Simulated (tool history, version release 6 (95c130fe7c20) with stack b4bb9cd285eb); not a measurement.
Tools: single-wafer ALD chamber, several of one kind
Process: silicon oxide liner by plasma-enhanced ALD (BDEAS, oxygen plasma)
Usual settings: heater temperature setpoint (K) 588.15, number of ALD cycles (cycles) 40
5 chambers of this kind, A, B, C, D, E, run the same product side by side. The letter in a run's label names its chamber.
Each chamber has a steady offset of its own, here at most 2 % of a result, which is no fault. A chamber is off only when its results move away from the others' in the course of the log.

run,hour,heater temperature setpoint (K),number of ALD cycles (cycles),hours since the last thermocouple change,"read-back reference wafer on the same gauge, thickness_nm",mean film thickness on the monitor wafer (angstrom)
1E,6.3,588.15,40,651.1,3.1127,36.401
2C,18.1,588.15,40,794.9,3.1103,37.051
3A,28.3,588.15,40,2290.3,3.1111,36.148
4D,40.1,588.15,40,1923.2,3.1093,36.566
5B,52.2,588.15,40,971.3,3.1103,36.695
6A,58.6,588.15,40,2320.6,3.1092,36.472
7D,70.7,588.15,40,1953.8,3.1102,36.66
8E,78.5,588.15,40,723.3,3.1059,36.427
9C,85.9,588.15,40,862.7,3.1097,37.215
10B,92.9,574.15,40,1012,3.109,37.383
11B,101.2,574.15,40,1020.3,3.1131,37.693
# hour 103: chamber D: thermocouple changed; heater temperature recalibrated
12C,112.7,574.15,40,889.5,3.1103,38.018
13D,123,574.15,40,20.1,3.1099,37.299
14E,132.6,574.15,40,777.4,3.1091,37.669
15A,142.9,588.15,40,2404.9,3.1094,36.478
16C,154.1,588.15,40,930.9,3.1081,37.176
17E,161.7,588.15,40,806.5,3.1099,36.581
18D,168.9,588.15,40,66,3.1092,36.768
19A,176.6,588.15,47,2438.6,3.1072,42.666
20B,188.1,588.15,47,1107.2,3.1121,43.315
# hour 197.5: chamber A: thermocouple changed; heater temperature recalibrated
21D,198.9,588.15,47,96,3.1136,43.099
22A,204.5,588.15,47,7,3.1053,42.605
23E,216,588.15,47,860.8,3.1111,42.613
24C,224.9,598.15,40,1001.7,3.1094,36.682
25B,234.2,598.15,40,1153.3,3.1064,36.527
26A,244,598.15,40,46.5,3.1115,35.734
27B,250.6,598.15,40,1169.7,3.1065,36.346
28C,262.1,598.15,40,1038.9,3.1086,36.735
29D,273.4,588.15,40,170.5,3.1101,36.621
30E,285.5,588.15,40,930.3,3.11,36.641
31B,291.3,588.15,40,1210.4,3.1082,36.612
32C,300,588.15,40,1076.8,3.1096,37.098
33D,305.3,588.15,40,202.4,3.1108,36.834
34A,316.9,588.15,40,119.4,3.1097,36.38

Next, every chamber runs the same settings. What will each give?
35A,325.6,588.15,45,,,?
35B,325.6,588.15,45,,,?
35C,325.6,588.15,45,,,?
35D,325.6,588.15,45,,,?
35E,325.6,588.15,45,,,?

run,mean film thickness on the monitor wafer (angstrom)
35A,40.756
35B,41.472
35C,41.808
35D,41.413
35E,40.922
